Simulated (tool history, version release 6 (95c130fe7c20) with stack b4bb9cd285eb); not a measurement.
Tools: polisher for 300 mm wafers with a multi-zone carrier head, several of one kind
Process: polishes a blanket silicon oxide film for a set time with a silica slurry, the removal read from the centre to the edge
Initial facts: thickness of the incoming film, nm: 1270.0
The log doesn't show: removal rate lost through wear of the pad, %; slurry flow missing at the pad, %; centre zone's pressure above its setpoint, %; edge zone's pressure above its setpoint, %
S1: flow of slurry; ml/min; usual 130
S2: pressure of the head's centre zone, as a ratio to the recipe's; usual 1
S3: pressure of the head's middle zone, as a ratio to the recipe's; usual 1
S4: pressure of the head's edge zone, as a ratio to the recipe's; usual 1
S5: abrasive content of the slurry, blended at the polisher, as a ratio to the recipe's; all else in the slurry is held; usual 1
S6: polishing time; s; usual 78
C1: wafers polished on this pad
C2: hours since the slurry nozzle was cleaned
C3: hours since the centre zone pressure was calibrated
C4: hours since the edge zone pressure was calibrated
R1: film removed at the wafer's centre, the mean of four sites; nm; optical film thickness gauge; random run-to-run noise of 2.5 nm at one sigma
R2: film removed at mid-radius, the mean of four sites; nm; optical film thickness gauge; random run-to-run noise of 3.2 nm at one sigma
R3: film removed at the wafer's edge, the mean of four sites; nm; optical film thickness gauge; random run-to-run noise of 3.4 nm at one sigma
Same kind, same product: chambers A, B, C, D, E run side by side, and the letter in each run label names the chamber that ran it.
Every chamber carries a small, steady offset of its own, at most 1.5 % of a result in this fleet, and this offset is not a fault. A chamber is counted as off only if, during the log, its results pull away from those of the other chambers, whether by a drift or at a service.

run 1B hour=4.1 | S1=130 S2=1 S3=1 S4=1 S5=1 S6=78 | C1=402 C2=352.9 C3=187.7 C4=276.3 | R1=321.6 R2=327.23 R3=320.42
run 2A hour=8.6 | S1=130 S2=1 S3=1 S4=1 S5=1 S6=78 | C1=188 C2=390.4 C3=551 C4=297.6 | R1=324.81 R2=324.24 R3=324.06
-- hour=11 chamber C: centre zone pressure recalibrated
run 3C hour=12.1 | S1=130 S2=1 S3=1 S4=1 S5=1 S6=78 | C1=440 C2=198.2 C3=1.2 C4=122.4 | R1=327.29 R2=323.26 R3=315.77
run 4E hour=14.9 | S1=130 S2=1 S3=1 S4=1 S5=1 S6=78 | C1=287 C2=688.7 C3=564.8 C4=772.2 | R1=321.46 R2=320.24 R3=321.79
run 5D hour=19.4 | S1=130 S2=1 S3=1 S4=1 S5=1 S6=78 | C1=611 C2=573.9 C3=778 C4=161.8 | R1=316.84 R2=313.32 R3=322.1
run 6A hour=22.5 | S1=130 S2=1 S3=1 S4=1 S5=1 S6=78 | C1=328 C2=404.3 C3=564.9 C4=311.5 | R1=319.99 R2=321.4 R3=322.31
run 7E hour=25 | S1=130 S2=1 S3=1 S4=1 S5=1 S6=78 | C1=389 C2=698.8 C3=574.9 C4=782.3 | R1=317.25 R2=320.41 R3=321.43
run 8C hour=29.2 | S1=130 S2=1 S3=1 S4=1 S5=1 S6=78 | C1=613 C2=215.3 C3=18.3 C4=139.5 | R1=321.22 R2=324.18 R3=309.06
-- hour=31.4 chamber B: worn pad replaced by a new one
run 9B hour=33.5 | S1=130 S2=1 S3=1 S4=1 S5=1 S6=78 | C1=21 C2=382.3 C3=217.1 C4=305.7 | R1=325.26 R2=320.26 R3=320.15
run 10D hour=38.4 | S1=130 S2=1 S3=1 S4=1 S5=1 S6=78 | C1=802 C2=592.9 C3=797 C4=180.8 | R1=314.89 R2=317.98 R3=316.64
-- hour=39.2 chamber E: worn pad replaced by a new one
-- hour=41 chamber E: slurry nozzle cleaned
run 11C hour=41 | S1=105 S2=1 S3=0.89 S4=1 S5=1 S6=78 | C1=732 C2=227.1 C3=30.1 C4=151.3 | R1=297.91 R2=271.92 R3=304.53
run 12D hour=43.8 | S1=105 S2=1 S3=0.89 S4=1 S5=1 S6=78 | C1=857 C2=598.3 C3=802.4 C4=186.2 | R1=295.64 R2=272.05 R3=310.83
run 13E hour=46.1 | S1=105 S2=1 S3=0.89 S4=1 S5=1 S6=78 | C1=69 C2=5.1 C3=596 C4=803.4 | R1=301.03 R2=278.18 R3=306.46
-- hour=47.2 chamber C: worn pad replaced by a new one
run 14B hour=50.4 | S1=105 S2=1 S3=0.89 S4=1 S5=1 S6=78 | C1=191 C2=399.2 C3=234 C4=322.6 | R1=309.76 R2=276.5 R3=309.19
run 15A hour=52.6 | S1=105 S2=1 S3=0.89 S4=1 S5=1 S6=78 | C1=632 C2=434.4 C3=595 C4=341.6 | R1=302.53 R2=275.87 R3=312.93
-- hour=55.1 chamber A: worn pad replaced by a new one
-- hour=55.5 chamber E: edge zone pressure recalibrated
-- hour=56.7 chamber D: worn pad replaced by a new one
run 16C hour=56.8 | S1=130 S2=1 S3=1 S4=1 S5=1 S6=78 | C1=97 C2=242.9 C3=45.9 C4=167.1 | R1=323 R2=317.71 R3=322.52
run 17A hour=59.4 | S1=130 S2=1 S3=1 S4=1 S5=1 S6=78 | C1=44 C2=441.2 C3=601.8 C4=348.4 | R1=324.45 R2=325.21 R3=324.1
run 18B hour=61.8 | S1=130 S2=1 S3=1 S4=1 S5=1 S6=78 | C1=306 C2=410.6 C3=245.4 C4=334 | R1=324.24 R2=321.52 R3=317.77
-- hour=62.8 chamber B: edge zone pressure recalibrated
-- hour=63.4 chamber E: centre zone pressure recalibrated
run 19E hour=66.5 | S1=130 S2=1 S3=1 S4=1 S5=1 S6=78 | C1=275 C2=25.5 C3=3.2 C4=11.1 | R1=358.07 R2=324.7 R3=322.22
run 20D hour=70.6 | S1=130 S2=1 S3=1 S4=1 S5=1 S6=78 | C1=140 C2=625.1 C3=829.2 C4=213 | R1=317.05 R2=324.83 R3=320.5
run 21E hour=74.3 | S1=130 S2=1 S3=1 S4=1 S5=1 S6=78 | C1=353 C2=33.3 C3=11 C4=18.9 | R1=356.91 R2=319.74 R3=327.52
run 22C hour=76.7 | S1=130 S2=1 S3=1 S4=1 S5=1 S6=78 | C1=297 C2=262.8 C3=65.8 C4=187 | R1=322.21 R2=322.65 R3=322.28
run 23B hour=81.6 | S1=130 S2=1 S3=1 S4=1 S5=1 S6=78 | C1=506 C2=430.4 C3=265.2 C4=18.8 | R1=320.01 R2=319.94 R3=322.19
run 24D hour=86.7 | S1=130 S2=1 S3=1 S4=1 S5=1 S6=78 | C1=302 C2=641.2 C3=845.3 C4=229.1 | R1=313.39 R2=317.25 R3=317.14
run 25A hour=89.8 | S1=130 S2=1 S3=1 S4=1 S5=1 S6=78 | C1=350 C2=471.6 C3=632.2 C4=378.8 | R1=325.54 R2=314.9 R3=318.16
-- hour=92.7 chamber B: worn pad replaced by a new one
run 26A hour=93.9 | S1=130 S2=1 S3=1 S4=1 S5=1 S6=78 | C1=391 C2=475.7 C3=636.3 C4=382.9 | R1=325.77 R2=324.18 R3=328.2
-- hour=98.5 chamber E: worn pad replaced by a new one
run 27C hour=98.9 | S1=130 S2=1 S3=1 S4=1 S5=1 S6=78 | C1=521 C2=285 C3=88 C4=209.2 | R1=327.85 R2=317.06 R3=317.29
run 28E hour=102.5 | S1=130 S2=1 S3=1 S4=1 S5=1 S6=78 | C1=40 C2=61.5 C3=39.2 C4=47.1 | R1=354.15 R2=323.04 R3=328.34
run 29D hour=107.6 | S1=130 S2=1 S3=1 S4=1 S5=1 S6=78 | C1=513 C2=662.1 C3=866.2 C4=250 | R1=318.29 R2=325.12 R3=317.25
run 30B hour=110.7 | S1=130 S2=1 S3=1 S4=1 S5=1 S6=78 | C1=181 C2=459.5 C3=294.3 C4=47.9 | R1=325.02 R2=323.86 R3=320.15
-- hour=112.7 chamber A: worn pad replaced by a new one
run 31C hour=113.7 | S1=130 S2=1 S3=1 S4=1 S5=1 S6=78 | C1=670 C2=299.8 C3=102.8 C4=224 | R1=320.62 R2=318.33 R3=320.77
run 32E hour=117.2 | S1=175 S2=1 S3=1 S4=1 S5=1.3 S6=78 | C1=188 C2=76.2 C3=53.9 C4=61.8 | R1=423.12 R2=379.36 R3=380.85
run 33B hour=121.6 | S1=175 S2=1 S3=1 S4=1 S5=1.3 S6=78 | C1=291 C2=470.4 C3=305.2 C4=58.8 | R1=384.5 R2=386.28 R3=375.73
-- hour=122.3 chamber D: centre zone pressure recalibrated
run 34A hour=126.1 | S1=175 S2=1 S3=1 S4=1 S5=1.3 S6=78 | C1=135 C2=507.9 C3=668.5 C4=415.1 | R1=382.32 R2=383.31 R3=377.43
run 35D hour=129.5 | S1=175 S2=1 S3=1 S4=1 S5=1.3 S6=78 | C1=733 C2=684 C3=7.3 C4=271.9 | R1=379.56 R2=381.24 R3=366.35
run 36C hour=133.4 | S1=175 S2=1 S3=1 S4=1 S5=1.3 S6=78 | C1=869 C2=319.5 C3=122.5 C4=243.7 | R1=381.98 R2=376.82 R3=368.59

Next, every chamber runs the same settings. What will each give?
run 37A hour=137.1 | S1=130 S2=1 S3=1 S4=1 S5=1 S6=78 | R1=? R2=? R3=?
run 37B hour=137.1 | S1=130 S2=1 S3=1 S4=1 S5=1 S6=78 | R1=? R2=? R3=?
run 37C hour=137.1 | S1=130 S2=1 S3=1 S4=1 S5=1 S6=78 | R1=? R2=? R3=?
run 37D hour=137.1 | S1=130 S2=1 S3=1 S4=1 S5=1 S6=78 | R1=? R2=? R3=?
run 37E hour=137.1 | S1=130 S2=1 S3=1 S4=1 S5=1 S6=78 | R1=? R2=? R3=?

run=37A R1=322.23 R2=321.95 R3=317.51
run=37B R1=325.79 R2=324.04 R3=317.69
run=37C R1=322.21 R2=324.33 R3=313.92
run=37D R1=315.92 R2=320.56 R3=317.8
run=37E R1=362.88 R2=320.48 R3=323.64
